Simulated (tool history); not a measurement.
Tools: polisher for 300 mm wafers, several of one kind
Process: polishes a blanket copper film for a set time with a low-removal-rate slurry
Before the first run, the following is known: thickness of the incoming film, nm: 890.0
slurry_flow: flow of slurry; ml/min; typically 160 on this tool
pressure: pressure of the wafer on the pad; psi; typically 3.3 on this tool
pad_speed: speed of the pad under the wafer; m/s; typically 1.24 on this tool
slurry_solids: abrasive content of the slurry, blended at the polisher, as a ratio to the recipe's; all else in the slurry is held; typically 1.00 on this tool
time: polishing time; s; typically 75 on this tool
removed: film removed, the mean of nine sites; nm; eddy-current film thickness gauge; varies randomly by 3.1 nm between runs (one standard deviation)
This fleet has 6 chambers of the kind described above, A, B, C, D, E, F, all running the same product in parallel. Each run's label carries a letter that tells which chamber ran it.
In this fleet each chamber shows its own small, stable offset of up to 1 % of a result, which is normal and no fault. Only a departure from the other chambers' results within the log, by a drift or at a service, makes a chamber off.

| run | hour | slurry_flow | pressure | pad_speed | slurry_solids | time | wafers polished on this pad | hours since the slurry nozzle was cleaned | hours since the head pressure was calibrated | hours since the slurry blender was calibrated | removed |
|---|---|---|---|---|---|---|---|---|---|---|---|
| 1D | 6.8 | 160 | 3.3 | 1.24 | 1.00 | 75 | 948 | 145.1 | 419.0 | 275.0 | 277.01 |
| 2F | 17.0 | 160 | 3.3 | 1.24 | 1.00 | 75 | 776 | 45.2 | 126.9 | 237.0 | 280.96 |
| 3E | 23.2 | 160 | 3.3 | 1.24 | 1.00 | 75 | 800 | 442.3 | 336.7 | 35.6 | 269.81 |
|  | 27.0 | chamber A: slurry blender recalibrated |
|  | 28.8 | chamber B: worn pad replaced by a new one |
| 4C | 34.9 | 160 | 3.3 | 1.24 | 1.00 | 75 | 434 | 90.6 | 506.3 | 139.9 | 275.42 |
|  | 38.7 | chamber E: worn pad replaced by a new one |
|  | 41.4 | chamber B: slurry nozzle cleaned |
| 5B | 43.6 | 160 | 3.3 | 1.24 | 1.00 | 75 | 127 | 2.2 | 443.3 | 413.4 | 280.61 |
|  | 44.9 | chamber D: worn pad replaced by a new one |
|  | 47.7 | chamber A: slurry nozzle cleaned |
| 6A | 53.3 | 160 | 3.3 | 1.24 | 1.00 | 75 | 535 | 5.7 | 242.3 | 26.4 | 271.56 |
| 7C | 62.9 | 160 | 3.3 | 1.24 | 1.00 | 75 | 675 | 118.6 | 534.3 | 167.9 | 274.50 |
|  | 66.7 | chamber D: slurry blender recalibrated |
| 8A | 70.0 | 160 | 3.3 | 1.24 | 1.00 | 75 | 679 | 22.4 | 259.0 | 43.1 | 276.99 |
|  | 72.5 | chamber D: slurry nozzle cleaned |
| 9F | 80.3 | 160 | 3.3 | 1.24 | 1.00 | 75 | 1322 | 108.5 | 190.2 | 300.3 | 275.22 |
|  | 83.9 | chamber C: worn pad replaced by a new one |
| 10D | 88.6 | 160 | 3.3 | 1.24 | 1.00 | 75 | 377 | 16.1 | 500.8 | 21.9 | 277.41 |
|  | 92.4 | chamber A: worn pad replaced by a new one |
| 11E | 97.0 | 160 | 3.3 | 1.24 | 1.00 | 75 | 503 | 516.1 | 410.5 | 109.4 | 283.56 |
|  | 99.5 | chamber C: slurry blender recalibrated |
|  | 103.7 | chamber E: slurry blender recalibrated |
|  | 105.1 | chamber F: worn pad replaced by a new one |
| 12B | 109.2 | 160 | 3.3 | 1.24 | 1.00 | 75 | 693 | 67.8 | 508.9 | 479.0 | 279.15 |
| 13A | 119.9 | 160 | 3.3 | 1.24 | 1.00 | 75 | 237 | 72.3 | 308.9 | 93.0 | 278.01 |
| 14D | 125.5 | 160 | 3.3 | 1.24 | 1.00 | 75 | 695 | 53.0 | 537.7 | 58.8 | 273.41 |
|  | 131.7 | chamber C: slurry nozzle cleaned |
| 15C | 136.1 | 160 | 3.3 | 1.24 | 1.00 | 75 | 450 | 4.4 | 607.5 | 36.7 | 279.83 |
| 16B | 144.9 | 160 | 3.3 | 1.24 | 1.00 | 75 | 1001 | 103.5 | 544.6 | 514.7 | 269.29 |
|  | 145.6 | chamber E: worn pad replaced by a new one |
| 17F | 157.1 | 160 | 3.3 | 1.24 | 1.20 | 60 | 449 | 185.3 | 267.0 | 377.1 | 230.79 |
|  | 163.8 | chamber B: worn pad replaced by a new one |
| 18E | 166.4 | 160 | 3.3 | 1.24 | 1.20 | 60 | 179 | 585.5 | 479.9 | 62.7 | 230.64 |
|  | 168.6 | chamber C: worn pad replaced by a new one |
|  | 173.6 | chamber B: slurry blender recalibrated |
| 19C | 175.6 | 160 | 3.3 | 1.24 | 1.20 | 60 | 60 | 43.9 | 647.0 | 76.2 | 229.46 |
| 20B | 180.9 | 160 | 3.3 | 1.24 | 1.20 | 60 | 147 | 139.5 | 580.6 | 7.3 | 228.86 |
| 21A | 189.3 | 160 | 3.3 | 1.24 | 1.20 | 60 | 836 | 141.7 | 378.3 | 162.4 | 242.94 |
|  | 193.6 | chamber B: head pressure recalibrated |
| 22E | 201.3 | 160 | 3.3 | 1.24 | 1.20 | 60 | 480 | 620.4 | 514.8 | 97.6 | 234.05 |
|  | 207.5 | chamber F: slurry blender recalibrated |
|  | 210.4 | chamber A: worn pad replaced by a new one |
| 23D | 212.1 | 160 | 3.3 | 1.24 | 1.00 | 75 | 1442 | 139.6 | 624.3 | 145.4 | 276.87 |
|  | 213.3 | chamber D: worn pad replaced by a new one |
| 24F | 222.9 | 160 | 3.3 | 1.24 | 1.00 | 75 | 1016 | 251.1 | 332.8 | 15.4 | 277.28 |
| 25E | 231.9 | 160 | 3.3 | 1.24 | 1.00 | 75 | 744 | 651.0 | 545.4 | 128.2 | 274.11 |
|  | 237.5 | chamber A: slurry blender recalibrated |
|  | 241.4 | chamber E: slurry blender recalibrated |
| 26B | 242.9 | 160 | 3.3 | 1.24 | 1.00 | 75 | 682 | 201.5 | 49.3 | 69.3 | 279.31 |
| 27C | 250.8 | 160 | 3.3 | 1.24 | 1.00 | 75 | 708 | 119.1 | 722.2 | 151.4 | 279.53 |
|  | 253.9 | chamber C: worn pad replaced by a new one |
| 28F | 257.7 | 160 | 3.3 | 1.24 | 1.00 | 75 | 1316 | 285.9 | 367.6 | 50.2 | 276.11 |
| 29D | 266.4 | 160 | 3.3 | 1.24 | 1.00 | 75 | 458 | 193.9 | 678.6 | 199.7 | 279.81 |
|  | 270.2 | chamber E: worn pad replaced by a new one |
|  | 272.1 | chamber F: slurry nozzle cleaned |
|  | 275.6 | chamber F: worn pad replaced by a new one |
| 30A | 276.1 | 160 | 3.3 | 1.24 | 1.00 | 75 | 567 | 228.5 | 465.1 | 38.6 | 303.53 |
|  | 284.8 | chamber E: slurry nozzle cleaned |
| 31C | 286.0 | 160 | 3.3 | 1.24 | 1.00 | 75 | 277 | 154.3 | 757.4 | 186.6 | 282.32 |
|  | 288.6 | chamber B: worn pad replaced by a new one |
| 32D | 296.5 | 160 | 3.3 | 1.24 | 1.00 | 75 | 718 | 224.0 | 708.7 | 229.8 | 276.49 |
| 33A | 306.0 | 160 | 3.3 | 1.24 | 1.00 | 75 | 824 | 258.4 | 495.0 | 68.5 | 301.95 |
| 34F | 313.9 | 160 | 3.3 | 1.24 | 1.00 | 75 | 330 | 41.8 | 423.8 | 106.4 | 277.62 |
| 35E | 319.8 | 160 | 3.3 | 1.24 | 1.00 | 75 | 428 | 35.1 | 633.3 | 78.5 | 276.99 |
| 36B | 328.9 | 160 | 4.2 | 1.24 | 0.75 | 75 | 347 | 287.5 | 135.3 | 155.3 | 332.35 |

Which is it: a chamber that has drifted or been left off by a service, a gauge drift common to all chambers, or only each chamber's usual small offset? If a chamber is off, name it and its likeliest cause.

Chamber A drifts away from the others.
Cause: head's pressure above its setpoint, % = 10.7.

Which of the 4 candidates below, each the usual settings with something changed and its results left as question marks, puts chamber A back in line with what the other chambers give on the usual settings?
To be in line, a result may differ from the other chambers' mean on the usual settings by at most: removed 11.00 nm
| 37A-1 | 337.8 | 160 | 3.5 | 1.32 | 1.00 | 80 |  |  |  |  | ? |
| 37A-2 | 337.8 | 95 | 3.3 | 1.24 | 1.00 | 75 |  |  |  |  | ? |
| 37A-3 | 337.8 | 160 | 3.3 | 1.30 | 1.00 | 78 |  |  |  |  | ? |
| 37A-4 | 337.8 | 160 | 3.0 | 1.24 | 1.00 | 68 |  |  |  |  | ? |

Usual-settings mean across the other chambers: removed 275.37 nm
| run | removed |
|---|---|
| 37A-1 | 365.66 |
| 37A-2 | 272.72 |
| 37A-3 | 331.09 |
| 37A-4 | 250.39 |
It is 37A-2 that realigns the chamber with its peers.
